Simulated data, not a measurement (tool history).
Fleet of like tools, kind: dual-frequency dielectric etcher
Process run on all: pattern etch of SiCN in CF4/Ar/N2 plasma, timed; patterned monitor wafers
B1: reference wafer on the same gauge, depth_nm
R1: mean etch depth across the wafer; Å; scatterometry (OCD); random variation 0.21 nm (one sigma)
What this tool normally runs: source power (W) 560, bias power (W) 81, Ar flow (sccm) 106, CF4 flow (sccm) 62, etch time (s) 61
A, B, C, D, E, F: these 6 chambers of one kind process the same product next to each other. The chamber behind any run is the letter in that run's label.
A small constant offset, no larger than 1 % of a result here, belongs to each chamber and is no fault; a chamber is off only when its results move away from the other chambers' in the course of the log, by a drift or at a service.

Run 1B, day 0.396: usual settings; B1 66.422. Result: R1 652.22 Å.
Run 2F, day 0.762: usual settings; B1 66.391. Result: R1 641.88 Å.
At day 0.967: chamber C: wet clean of the chamber.
Run 3E, day 1.396: usual settings; B1 66.410. Result: R1 651.04 Å.
Run 4C, day 1.862: usual settings; B1 66.435. Result: R1 643.41 Å.
Run 5D, day 2.379: usual settings; B1 66.389. Result: R1 639.79 Å.
Run 6A, day 2.796: usual settings; B1 66.411. Result: R1 636.29 Å.
Run 7D, day 3.133: usual settings; B1 66.369. Result: R1 646.34 Å.
Run 8F, day 3.692: usual settings; B1 66.305. Result: R1 644.75 Å.
Run 9B, day 4.204: usual settings; B1 66.455. Result: R1 651.29 Å.
Run 10C, day 4.562: usual settings; B1 66.409. Result: R1 643.89 Å.
At day 5.071: chamber D: wet clean of the chamber.
Run 11A, day 5.183: usual settings; B1 66.408. Result: R1 639.38 Å.
At day 5.400: chamber A: CF4 flow controller replaced.
Run 12E, day 5.588: usual settings; B1 66.428. Result: R1 648.58 Å.
At day 5.888: chamber F: wet clean of the chamber.
Run 13E, day 6.088: usual settings; B1 66.413. Result: R1 647.79 Å.
Run 14C, day 6.517: usual settings but source power (W) 500; B1 66.403. Result: R1 580.55 Å.
At day 6.996: chamber B: wet clean of the chamber.
Run 15A, day 7.004: usual settings but source power (W) 500; B1 66.350. Result: R1 577.18 Å.
Run 16F, day 7.621: usual settings but source power (W) 500; B1 66.450. Result: R1 581.08 Å.
Run 17B, day 8.112: usual settings but source power (W) 500; B1 66.381. Result: R1 588.36 Å.
At day 8.433: chamber D: source power generator calibrated.
Run 18D, day 8.733: usual settings but source power (W) 500; B1 66.378. Result: R1 568.64 Å.
Run 19F, day 9.312: usual settings but source power (W) 500; B1 66.401. Result: R1 584.51 Å.
Run 20B, day 9.654: usual settings; B1 66.387. Result: R1 649.90 Å.
Run 21E, day 10.196: usual settings but source power (W) 510; B1 66.421. Result: R1 603.04 Å.
Run 22C, day 10.546: usual settings but source power (W) 510; B1 66.383. Result: R1 587.87 Å.
Run 23D, day 10.900: usual settings but source power (W) 510; B1 66.423. Result: R1 578.97 Å.
Run 24A, day 11.396: usual settings but source power (W) 510; B1 66.459. Result: R1 590.96 Å.
Run 25E, day 11.833: usual settings but source power (W) 510; B1 66.401. Result: R1 596.34 Å.
Run 26B, day 12.246: usual settings but source power (W) 510; B1 66.438. Result: R1 598.96 Å.
Run 27A, day 12.629: usual settings; B1 66.413. Result: R1 639.79 Å.
Run 28D, day 13.204: usual settings; B1 66.434. Result: R1 631.84 Å.
Run 29C, day 13.625: usual settings but source power (W) 680, bias power (W) 92; B1 66.358. Result: R1 798.81 Å.
At day 13.708: chamber B: CF4 flow controller replaced.
Run 30F, day 14.208: usual settings but source power (W) 680, bias power (W) 92; B1 66.419. Result: R1 798.16 Å.
Run 31C, day 14.638: usual settings but source power (W) 680, bias power (W) 92; B1 66.402. Result: R1 795.64 Å.
At day 15.100: chamber E: wet clean of the chamber.
Run 32F, day 15.208: usual settings but source power (W) 680, bias power (W) 92; B1 66.413. Result: R1 793.39 Å.
Run 33E, day 15.512: usual settings but source power (W) 680, bias power (W) 92; B1 66.397. Result: R1 803.93 Å.
Run 34A, day 16.100: usual settings but source power (W) 680, bias power (W) 92; B1 66.329. Result: R1 788.60 Å.
Run 35D, day 16.462: usual settings; B1 66.430. Result: R1 630.54 Å.
Run 36B, day 17.062: usual settings; B1 66.391. Result: R1 649.18 Å.
Run 37C, day 17.404: usual settings but source power (W) 660, CF4 flow (sccm) 50; B1 66.433. Result: R1 717.43 Å.
Run 38F, day 18.042: usual settings but source power (W) 660, CF4 flow (sccm) 50; B1 66.424. Result: R1 714.09 Å.
Run 39A, day 18.454: usual settings but source power (W) 660, CF4 flow (sccm) 50; B1 66.429. Result: R1 709.25 Å.

Is one chamber out of step, is the gauge drifting, or do the chambers differ by no more than their own small offsets? For an off chamber, give its letter and the likeliest cause.

Chamber D has stood off from the others ever since a service on it.
What lies behind it: source power that arrives under what is set, % = 2.3.
It could be hard to tell apart here from: etch rate under this chamber's usual, %.

Chamber D could run next with any of the 4 candidate recipes listed below; each alters the usual settings, and their results appear as question marks. Which one brings its results back in line with what the other chambers deliver on the usual settings?
Counts as in line when no further than this from what the other chambers average on the usual settings: R1 7.40 Å
Run 40D-1, day 18.921: usual settings but etch time (s) 58.0. Result: R1 ?.
Run 40D-2, day 18.921: usual settings but etch time (s) 62.5. Result: R1 ?.
Run 40D-3, day 18.921: usual settings but etch time (s) 59.5. Result: R1 ?.
Run 40D-4, day 18.921: usual settings but bias power (W) 89, Ar flow (sccm) 102, CF4 flow (sccm) 65. Result: R1 ?.

Other chambers, usual settings, mean: R1 644.12 Å
  run      R1
40D-1  598.28
40D-2  644.70
40D-3  613.75
40D-4  659.11
It is 40D-2 that realigns the chamber with its peers.
